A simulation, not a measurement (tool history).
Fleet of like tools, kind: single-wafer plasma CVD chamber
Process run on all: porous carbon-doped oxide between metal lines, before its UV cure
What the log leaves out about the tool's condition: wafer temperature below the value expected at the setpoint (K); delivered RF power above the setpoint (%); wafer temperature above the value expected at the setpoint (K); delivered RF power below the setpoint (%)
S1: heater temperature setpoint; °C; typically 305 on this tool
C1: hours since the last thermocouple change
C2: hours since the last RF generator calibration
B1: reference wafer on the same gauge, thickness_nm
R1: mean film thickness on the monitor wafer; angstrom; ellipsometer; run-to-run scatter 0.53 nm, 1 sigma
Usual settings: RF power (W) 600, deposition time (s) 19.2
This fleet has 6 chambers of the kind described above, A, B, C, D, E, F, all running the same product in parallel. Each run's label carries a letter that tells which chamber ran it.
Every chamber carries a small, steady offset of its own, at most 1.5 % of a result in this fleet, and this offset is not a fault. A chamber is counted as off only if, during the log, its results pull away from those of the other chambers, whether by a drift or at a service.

{"run": "1B", "day": 0.5, "S1": 305, "RF power (W)": 600, "deposition time (s)": 19.2, "C1": 719.9, "C2": 559.4, "B1": 136.83, "R1": 1163.7}
{"run": "2A", "day": 0.933, "S1": 305, "RF power (W)": 600, "deposition time (s)": 19.2, "C1": 1361.9, "C2": 892.3, "B1": 137.11, "R1": 1151.3}
{"run": "3C", "day": 1.421, "S1": 305, "RF power (W)": 600, "deposition time (s)": 19.2, "C1": 529.4, "C2": 114.8, "B1": 137.07, "R1": 1159.7}
{"run": "4F", "day": 1.796, "S1": 305, "RF power (W)": 600, "deposition time (s)": 19.2, "C1": 1024.5, "C2": 180.8, "B1": 137.01, "R1": 1161.7}
{"run": "5D", "day": 2.167, "S1": 305, "RF power (W)": 600, "deposition time (s)": 19.2, "C1": 1837.4, "C2": 673.7, "B1": 136.93, "R1": 1159.5}
{"run": "6E", "day": 2.562, "S1": 305, "RF power (W)": 600, "deposition time (s)": 19.2, "C1": 1407.7, "C2": 948.2, "B1": 137.01, "R1": 1155.9}
{"day": 2.646, "done": "chamber F: thermocouple changed; heater temperature recalibrated"}
{"run": "7F", "day": 2.808, "S1": 305, "RF power (W)": 690, "deposition time (s)": 19.2, "C1": 4.0, "C2": 205.1, "B1": 136.96, "R1": 1264.7}
{"run": "8E", "day": 3.062, "S1": 305, "RF power (W)": 690, "deposition time (s)": 19.2, "C1": 1419.7, "C2": 960.2, "B1": 136.84, "R1": 1269.7}
{"run": "9A", "day": 3.304, "S1": 305, "RF power (W)": 690, "deposition time (s)": 19.2, "C1": 1418.8, "C2": 949.2, "B1": 137.01, "R1": 1257.4}
{"run": "10B", "day": 3.612, "S1": 305, "RF power (W)": 690, "deposition time (s)": 19.2, "C1": 794.6, "C2": 634.1, "B1": 136.96, "R1": 1268.3}
{"run": "11C", "day": 3.942, "S1": 305, "RF power (W)": 690, "deposition time (s)": 19.2, "C1": 589.9, "C2": 175.3, "B1": 137.08, "R1": 1277.4}
{"run": "12D", "day": 4.329, "S1": 305, "RF power (W)": 690, "deposition time (s)": 19.2, "C1": 1889.3, "C2": 725.6, "B1": 137.19, "R1": 1262.9}
{"run": "13B", "day": 4.742, "S1": 305, "RF power (W)": 600, "deposition time (s)": 19.2, "C1": 821.7, "C2": 661.2, "B1": 137.13, "R1": 1166.2}
{"run": "14E", "day": 5.125, "S1": 305, "RF power (W)": 600, "deposition time (s)": 19.2, "C1": 1469.2, "C2": 1009.7, "B1": 137.03, "R1": 1157.3}
{"run": "15C", "day": 5.433, "S1": 305, "RF power (W)": 600, "deposition time (s)": 19.2, "C1": 625.7, "C2": 211.1, "B1": 137.04, "R1": 1164.6}
{"run": "16F", "day": 5.733, "S1": 305, "RF power (W)": 600, "deposition time (s)": 19.2, "C1": 74.2, "C2": 275.3, "B1": 136.9, "R1": 1153.2}
{"day": 6.025, "done": "chamber E: thermocouple changed; heater temperature recalibrated"}
{"run": "17D", "day": 6.183, "S1": 305, "RF power (W)": 600, "deposition time (s)": 19.2, "C1": 1933.8, "C2": 770.1, "B1": 136.83, "R1": 1158.2}
{"run": "18A", "day": 6.667, "S1": 305, "RF power (W)": 600, "deposition time (s)": 22.6, "C1": 1499.5, "C2": 1029.9, "B1": 136.99, "R1": 1336.8}
{"run": "19C", "day": 7.054, "S1": 305, "RF power (W)": 600, "deposition time (s)": 22.6, "C1": 664.6, "C2": 250.0, "B1": 136.87, "R1": 1358.3}
{"run": "20D", "day": 7.55, "S1": 305, "RF power (W)": 600, "deposition time (s)": 22.6, "C1": 1966.6, "C2": 802.9, "B1": 136.93, "R1": 1351.0}
{"run": "21A", "day": 7.9, "S1": 305, "RF power (W)": 600, "deposition time (s)": 22.6, "C1": 1529.1, "C2": 1059.5, "B1": 136.93, "R1": 1351.4}
{"run": "22B", "day": 8.412, "S1": 305, "RF power (W)": 600, "deposition time (s)": 22.6, "C1": 909.8, "C2": 749.3, "B1": 136.95, "R1": 1367.9}
{"run": "23F", "day": 8.929, "S1": 305, "RF power (W)": 600, "deposition time (s)": 22.6, "C1": 150.9, "C2": 352.0, "B1": 136.97, "R1": 1344.0}
{"day": 8.933, "done": "chamber D: thermocouple changed; heater temperature recalibrated"}
{"run": "24E", "day": 9.308, "S1": 305, "RF power (W)": 600, "deposition time (s)": 19.2, "C1": 78.8, "C2": 1110.1, "B1": 137.0, "R1": 1153.7}
{"run": "25F", "day": 9.783, "S1": 305, "RF power (W)": 600, "deposition time (s)": 19.2, "C1": 171.4, "C2": 372.5, "B1": 136.94, "R1": 1147.9}
{"run": "26C", "day": 10.05, "S1": 305, "RF power (W)": 600, "deposition time (s)": 19.2, "C1": 736.5, "C2": 321.9, "B1": 137.05, "R1": 1170.5}
{"run": "27B", "day": 10.538, "S1": 305, "RF power (W)": 600, "deposition time (s)": 19.2, "C1": 960.8, "C2": 800.3, "B1": 136.83, "R1": 1158.7}
{"run": "28D", "day": 10.921, "S1": 305, "RF power (W)": 600, "deposition time (s)": 19.2, "C1": 47.7, "C2": 883.8, "B1": 136.91, "R1": 1159.0}
{"run": "29A", "day": 11.183, "S1": 319, "RF power (W)": 600, "deposition time (s)": 17.6, "C1": 1607.9, "C2": 1138.3, "B1": 136.95, "R1": 974.05}
{"run": "30E", "day": 11.671, "S1": 319, "RF power (W)": 600, "deposition time (s)": 17.6, "C1": 135.5, "C2": 1166.8, "B1": 137.08, "R1": 987.04}
{"day": 11.688, "done": "chamber A: RF generator calibrated"}
{"run": "31B", "day": 12.083, "S1": 319, "RF power (W)": 600, "deposition time (s)": 17.6, "C1": 997.9, "C2": 837.4, "B1": 137.02, "R1": 991.71}
{"run": "32D", "day": 12.325, "S1": 319, "RF power (W)": 600, "deposition time (s)": 17.6, "C1": 81.4, "C2": 917.5, "B1": 136.91, "R1": 983.78}
{"run": "33A", "day": 12.796, "S1": 319, "RF power (W)": 600, "deposition time (s)": 17.6, "C1": 1646.6, "C2": 26.6, "B1": 136.93, "R1": 975.21}
{"run": "34E", "day": 13.117, "S1": 319, "RF power (W)": 600, "deposition time (s)": 17.6, "C1": 170.2, "C2": 1201.5, "B1": 136.93, "R1": 991.16}
{"run": "35C", "day": 13.588, "S1": 305, "RF power (W)": 600, "deposition time (s)": 19.2, "C1": 821.4, "C2": 406.8, "B1": 136.89, "R1": 1178.3}
{"run": "36F", "day": 14.079, "S1": 305, "RF power (W)": 600, "deposition time (s)": 19.2, "C1": 274.5, "C2": 475.6, "B1": 136.98, "R1": 1160.4}
{"run": "37E", "day": 14.579, "S1": 305, "RF power (W)": 600, "deposition time (s)": 19.2, "C1": 205.3, "C2": 1236.6, "B1": 136.95, "R1": 1153.8}
{"run": "38F", "day": 14.904, "S1": 305, "RF power (W)": 600, "deposition time (s)": 19.2, "C1": 294.3, "C2": 495.4, "B1": 137.04, "R1": 1147.1}
{"run": "39B", "day": 15.321, "S1": 305, "RF power (W)": 600, "deposition time (s)": 19.2, "C1": 1075.6, "C2": 915.1, "B1": 136.98, "R1": 1158.7}
{"run": "40C", "day": 15.804, "S1": 305, "RF power (W)": 600, "deposition time (s)": 19.2, "C1": 874.6, "C2": 460.0, "B1": 136.98, "R1": 1178.2}
{"run": "41A", "day": 16.221, "S1": 305, "RF power (W)": 600, "deposition time (s)": 19.2, "C1": 1728.8, "C2": 108.8, "B1": 137.05, "R1": 1145.5}
{"run": "42D", "day": 16.554, "S1": 305, "RF power (W)": 700, "deposition time (s)": 16.8, "C1": 182.9, "C2": 1019.0, "B1": 136.89, "R1": 1112.0}

Does one chamber stand apart from the rest, does the shared gauge drift, or is all well apart from small per-chamber offsets? Give the chamber and the most likely cause, where there is one.

One chamber, C, drifts off from the rest bit by bit.
What lies behind it: wafer temperature below the value expected at the setpoint (K) = 5.15.

Below are 4 candidate recipes for chamber C's next run, each the usual settings with a change, their results shown as question marks. Which of them brings C's results back in line with what the other chambers give on the usual settings?
In-line tolerance around the mean of the other chambers on the usual settings: R1 19.00 angstrom
{"run": "43C-1", "day": 16.929, "S1": 304, "RF power (W)": 615, "deposition time (s)": 19.9, "R1": "?"}
{"run": "43C-2", "day": 16.929, "S1": 304, "RF power (W)": 600, "deposition time (s)": 19.7, "R1": "?"}
{"run": "43C-3", "day": 16.929, "S1": 306, "RF power (W)": 585, "deposition time (s)": 18.5, "R1": "?"}
{"run": "43C-4", "day": 16.929, "S1": 305, "RF power (W)": 570, "deposition time (s)": 19.2, "R1": "?"}

The other chambers' mean on the usual settings: R1 1154.40 angstrom
run=43C-1 R1=1262.30
run=43C-2 R1=1230.50
run=43C-3 R1=1126.70
run=43C-4 R1=1155.10
43C-4 puts the chamber back in line with the other chambers.

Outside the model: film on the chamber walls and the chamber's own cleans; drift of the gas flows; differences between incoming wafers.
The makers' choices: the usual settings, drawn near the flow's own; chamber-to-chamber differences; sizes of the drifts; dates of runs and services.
